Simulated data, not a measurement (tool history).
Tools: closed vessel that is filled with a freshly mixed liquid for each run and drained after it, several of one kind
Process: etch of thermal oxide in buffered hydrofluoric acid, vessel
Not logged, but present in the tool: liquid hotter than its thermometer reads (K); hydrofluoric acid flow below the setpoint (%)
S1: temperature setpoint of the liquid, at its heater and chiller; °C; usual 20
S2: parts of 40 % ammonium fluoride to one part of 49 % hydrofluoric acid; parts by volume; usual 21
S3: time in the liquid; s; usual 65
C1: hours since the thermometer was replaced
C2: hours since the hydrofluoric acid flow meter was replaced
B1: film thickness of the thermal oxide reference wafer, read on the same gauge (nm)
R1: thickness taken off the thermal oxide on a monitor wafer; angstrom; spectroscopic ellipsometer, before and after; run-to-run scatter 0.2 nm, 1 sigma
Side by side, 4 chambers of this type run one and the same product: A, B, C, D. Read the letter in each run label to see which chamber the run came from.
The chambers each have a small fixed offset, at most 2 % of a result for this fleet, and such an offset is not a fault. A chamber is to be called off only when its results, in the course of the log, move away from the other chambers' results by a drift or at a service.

{"run": "1C", "day": 0.304, "S1": 20, "S2": 21, "S3": 65, "C1": 7.6, "C2": 1556.3, "B1": 129.99, "R1": 306.69}
{"run": "2D", "day": 0.575, "S1": 20, "S2": 21, "S3": 65, "C1": 596.9, "C2": 232.9, "B1": 130.01, "R1": 307.75}
{"run": "3B", "day": 0.8, "S1": 20, "S2": 21, "S3": 65, "C1": 295, "C2": 967.1, "B1": 130, "R1": 306.67}
{"run": "4A", "day": 1.004, "S1": 20, "S2": 21, "S3": 65, "C1": 766.5, "C2": 465.1, "B1": 130, "R1": 310.29}
{"run": "5A", "day": 1.308, "S1": 20, "S2": 21, "S3": 65, "C1": 773.8, "C2": 472.4, "B1": 129.98, "R1": 309.62}
{"run": "6D", "day": 1.571, "S1": 20, "S2": 26.5, "S3": 65, "C1": 620.8, "C2": 256.8, "B1": 130, "R1": 263.33}
{"run": "7B", "day": 1.738, "S1": 20, "S2": 26.5, "S3": 65, "C1": 317.5, "C2": 989.6, "B1": 130.03, "R1": 259.84}
{"run": "8C", "day": 2.017, "S1": 20, "S2": 26.5, "S3": 65, "C1": 48.7, "C2": 1597.4, "B1": 130.02, "R1": 261.62}
{"run": "9C", "day": 2.225, "S1": 20, "S2": 26.5, "S3": 65, "C1": 53.7, "C2": 1602.4, "B1": 130, "R1": 257.55}
{"run": "10B", "day": 2.425, "S1": 20, "S2": 21, "S3": 65, "C1": 334, "C2": 1006.1, "B1": 130.01, "R1": 308.92}
{"run": "11A", "day": 2.704, "S1": 20, "S2": 21, "S3": 65, "C1": 807.3, "C2": 505.9, "B1": 129.99, "R1": 312.64}
{"run": "12D", "day": 2.862, "S1": 20, "S2": 21, "S3": 65, "C1": 651.8, "C2": 287.8, "B1": 130.01, "R1": 314.02}
{"run": "13C", "day": 3.029, "S1": 20, "S2": 21, "S3": 65, "C1": 73, "C2": 1621.7, "B1": 129.99, "R1": 310.3}
{"run": "14D", "day": 3.275, "S1": 20, "S2": 21, "S3": 65, "C1": 661.7, "C2": 297.7, "B1": 130, "R1": 308.72}
{"run": "15A", "day": 3.471, "S1": 20, "S2": 21, "S3": 65, "C1": 825.7, "C2": 524.3, "B1": 129.99, "R1": 312.71}
{"run": "16B", "day": 3.712, "S1": 20, "S2": 21, "S3": 65, "C1": 364.9, "C2": 1037, "B1": 130.01, "R1": 313.48}
{"run": "17D", "day": 3.929, "S1": 20, "S2": 21, "S3": 65, "C1": 677.4, "C2": 313.4, "B1": 130, "R1": 308.59}
{"run": "18C", "day": 4.092, "S1": 20, "S2": 21, "S3": 65, "C1": 98.5, "C2": 1647.2, "B1": 129.98, "R1": 305.84}
{"run": "19B", "day": 4.312, "S1": 20, "S2": 21, "S3": 65, "C1": 379.3, "C2": 1051.4, "B1": 130.01, "R1": 313.91}
{"run": "20A", "day": 4.554, "S1": 24, "S2": 14.5, "S3": 65, "C1": 851.7, "C2": 550.3, "B1": 130, "R1": 559.73}
{"run": "21A", "day": 4.729, "S1": 24, "S2": 14.5, "S3": 65, "C1": 855.9, "C2": 554.5, "B1": 130.01, "R1": 556.49}
{"run": "22B", "day": 4.992, "S1": 24, "S2": 14.5, "S3": 65, "C1": 395.6, "C2": 1067.7, "B1": 130.01, "R1": 557.01}
{"run": "23C", "day": 5.262, "S1": 24, "S2": 14.5, "S3": 65, "C1": 126.6, "C2": 1675.3, "B1": 130.02, "R1": 550.35}
{"run": "24D", "day": 5.462, "S1": 20, "S2": 29, "S3": 45, "C1": 714.2, "C2": 350.2, "B1": 130, "R1": 171.5}
{"run": "25D", "day": 5.617, "S1": 20, "S2": 29, "S3": 45, "C1": 717.9, "C2": 353.9, "B1": 129.98, "R1": 170.9}
{"run": "26C", "day": 5.888, "S1": 20, "S2": 29, "S3": 45, "C1": 141.6, "C2": 1690.3, "B1": 129.99, "R1": 168.76}
{"run": "27B", "day": 6.129, "S1": 20, "S2": 29, "S3": 45, "C1": 422.9, "C2": 1095, "B1": 130.01, "R1": 178.79}
{"run": "28A", "day": 6.371, "S1": 20, "S2": 21, "S3": 65, "C1": 895.3, "C2": 593.9, "B1": 130.02, "R1": 311.71}
{"run": "29C", "day": 6.538, "S1": 20, "S2": 21, "S3": 65, "C1": 157.2, "C2": 1705.9, "B1": 130.01, "R1": 308.95}
{"run": "30B", "day": 6.679, "S1": 20, "S2": 21, "S3": 65, "C1": 436.1, "C2": 1108.2, "B1": 129.99, "R1": 327.94}
{"run": "31A", "day": 6.846, "S1": 20, "S2": 21, "S3": 65, "C1": 906.7, "C2": 605.3, "B1": 129.98, "R1": 312.05}
{"run": "32D", "day": 7.154, "S1": 20, "S2": 21, "S3": 65, "C1": 754.8, "C2": 390.8, "B1": 130, "R1": 313.37}
{"run": "33D", "day": 7.375, "S1": 20, "S2": 21, "S3": 65, "C1": 760.1, "C2": 396.1, "B1": 129.97, "R1": 310.13}

Does one chamber stand apart from the rest, does the shared gauge drift, or is all well apart from small per-chamber offsets? Give the chamber and the most likely cause, where there is one.

It is chamber B that slowly wanders off from its peers.
What lies behind it: liquid hotter than its thermometer reads (K) = 1.59.
The log may not tell that from: hydrofluoric acid flow above the setpoint (%).

Which of the 4 candidates below, each the usual settings with something changed and its results left as question marks, puts chamber B back in line with what the other chambers give on the usual settings?
In line here means within this much of the mean the other chambers give on the usual settings: R1 7.2 angstrom
{"run": "34B-1", "day": 7.604, "S1": 20, "S2": 20, "S3": 65, "R1": "?"}
{"run": "34B-2", "day": 7.604, "S1": 20, "S2": 19, "S3": 65, "R1": "?"}
{"run": "34B-3", "day": 7.604, "S1": 18.5, "S2": 21, "S3": 65, "R1": "?"}
{"run": "34B-4", "day": 7.604, "S1": 20, "S2": 22, "S3": 65, "R1": "?"}

Usual-settings mean across the other chambers: R1 308.99 angstrom
run=34B-1 R1=346.54
run=34B-2 R1=364.16
run=34B-3 R1=308
run=34B-4 R1=324.57
It is 34B-3 that realigns the chamber with its peers.

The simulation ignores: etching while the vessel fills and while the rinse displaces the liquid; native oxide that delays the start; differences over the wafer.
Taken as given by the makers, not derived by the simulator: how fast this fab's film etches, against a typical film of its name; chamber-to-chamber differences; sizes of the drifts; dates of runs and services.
